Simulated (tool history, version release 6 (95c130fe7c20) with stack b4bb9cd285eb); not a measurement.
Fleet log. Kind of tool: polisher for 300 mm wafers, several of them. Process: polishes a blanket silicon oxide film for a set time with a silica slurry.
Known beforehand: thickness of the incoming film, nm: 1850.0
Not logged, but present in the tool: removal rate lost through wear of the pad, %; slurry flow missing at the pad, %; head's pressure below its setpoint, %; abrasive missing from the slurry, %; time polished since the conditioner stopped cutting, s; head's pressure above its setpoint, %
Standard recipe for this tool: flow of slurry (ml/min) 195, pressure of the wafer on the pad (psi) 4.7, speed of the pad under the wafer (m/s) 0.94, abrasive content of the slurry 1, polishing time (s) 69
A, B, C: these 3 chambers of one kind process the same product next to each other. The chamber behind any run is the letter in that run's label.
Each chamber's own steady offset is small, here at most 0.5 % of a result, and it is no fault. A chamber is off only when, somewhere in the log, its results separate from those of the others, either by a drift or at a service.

run,hour,flow of slurry (ml/min),pressure of the wafer on the pad (psi),speed of the pad under the wafer (m/s),abrasive content of the slurry,polishing time (s),wafers polished on this pad,hours since the slurry nozzle was cleaned,hours since the head pressure was calibrated,hours since the slurry blender was calibrated,hours since the conditioning disc was replaced,film removed (angstrom)
# hour 7: chamber A: worn pad replaced by a new one
1A,12.4,195,4.7,0.94,1,69,44,345.4,872.8,201.5,256.4,2626.7
2C,20.8,195,4.7,0.94,1,69,876,476.3,1150.8,238.2,403.8,2592.8
# hour 25.3: chamber B: worn pad replaced by a new one
3B,33.7,195,4.7,0.94,1,69,68,65.7,988.6,104.6,386.7,2634.5
# hour 40.5: chamber C: worn pad replaced by a new one
4C,45.2,195,4.7,0.94,1,69,38,500.7,1175.2,262.6,428.2,2651.6
5B,55.4,195,4.7,0.94,1,69,243,87.4,1010.3,126.3,408.4,2609.5
6A,65.5,195,4.7,0.94,1,69,473,398.5,925.9,254.6,309.5,2652.2
# hour 71.7: chamber A: head pressure recalibrated
# hour 74.7: chamber A: worn pad replaced by a new one
7A,74.8,195,5.7,0.94,1.25,69,0,407.8,3.1,263.9,318.8,3463.2
8B,82.7,195,5.7,0.94,1.25,69,464,114.7,1037.6,153.6,435.7,3519.9
9C,93.8,195,5.7,0.94,1.25,69,431,549.3,1223.8,311.2,476.8,3480.1
# hour 94.3: chamber B: worn pad replaced by a new one
# hour 102.3: chamber C: slurry nozzle cleaned
# hour 102.3: chamber C: slurry blender recalibrated
10B,108.5,195,4.7,1.1,1.15,69,115,140.5,1063.4,179.4,461.5,3179
# hour 109.3: chamber B: conditioning disc replaced and pad reconditioned
11A,119.8,195,4.7,1.1,1.15,69,365,452.8,48.1,308.9,363.8,3183.1
12C,130.4,195,4.7,1.1,1.15,69,728,28.2,1260.4,28.1,513.4,3127
13B,144.7,195,4.7,0.94,1,69,408,176.7,1099.6,215.6,35.5,2649.2
# hour 149.7: chamber A: worn pad replaced by a new one
14C,154.6,195,4.7,0.94,1,69,923,52.4,1284.6,52.3,537.6,2654.6
15A,168.6,195,4.7,0.94,1,69,153,501.6,96.9,357.7,412.6,2631.5
# hour 170: chamber B: worn pad replaced by a new one
# hour 172: chamber A: conditioning disc replaced and pad reconditioned
# hour 175.2: chamber C: worn pad replaced by a new one
16B,177,195,4.7,0.94,1,69,56,209,1131.9,247.9,67.8,2630
17A,185.1,195,4.7,0.94,1,69,287,518.1,113.4,374.2,13.2,2606
18C,194.8,195,4.7,0.94,1,69,158,92.6,1324.8,92.5,577.8,2618.8
19C,208.3,195,4.7,0.94,1,69,268,106.1,1338.3,106,591.3,2633.7
# hour 209.8: chamber B: head pressure recalibrated
# hour 217.4: chamber B: slurry blender recalibrated
20B,222.6,195,4.7,0.94,1,69,425,254.6,12.8,5.2,113.4,2438.8
# hour 227.8: chamber A: worn pad replaced by a new one
# hour 234.7: chamber C: conditioning disc replaced and pad reconditioned
21A,236.2,195,4.7,0.94,1,69,68,569.2,164.5,425.3,64.3,2647
22A,244.9,195,4.7,0.94,1,69,139,577.9,173.2,434,73,2640.8
# hour 250.1: chamber B: worn pad replaced by a new one
23C,253,195,4.7,0.94,1,69,629,150.8,1383,150.7,18.4,2640.8
# hour 257.2: chamber A: slurry blender recalibrated
24B,265,195,4.7,0.94,1,69,121,297,55.2,47.6,155.8,2442.6
25A,272.8,195,4.7,0.94,1,69,364,605.8,201.1,15.7,100.9,2634.8
26C,285.9,170,4.7,0.94,1,69,896,183.7,1415.9,183.6,51.3,2609
27B,292.6,170,4.7,0.94,1,69,344,324.6,82.8,75.2,183.4,2384.9
# hour 300.2: chamber A: worn pad replaced by a new one
28A,302.8,170,4.7,0.94,1,69,21,635.8,231.1,45.7,130.9,2552.8
# hour 308.1: chamber C: head pressure recalibrated
29C,311.7,195,4.7,0.94,1,69,1104,209.5,3.6,209.4,77.1,2633.1
30B,325,195,4.7,0.94,1,69,606,357,115.2,107.6,215.8,2404.5
# hour 330.5: chamber B: worn pad replaced by a new one
# hour 333.6: chamber C: worn pad replaced by a new one
31C,338.4,195,4.7,0.94,1,69,39,236.2,30.3,236.1,103.8,2614
32A,349.6,195,4.7,0.94,1,69,400,682.6,277.9,92.5,177.7,2607.1
33B,361.3,195,4.7,0.94,1,69,249,393.3,151.5,143.9,252.1,2414.5

All 3 chambers run these settings next. Forecast each chamber's results:
34A,371.9,195,4.7,0.94,1,69,,,,,,?
34B,371.9,195,4.7,0.94,1,69,,,,,,?
34C,371.9,195,4.7,0.94,1,69,,,,,,?

run,film removed (angstrom)
34A,2631
34B,2419.8
34C,2633.8
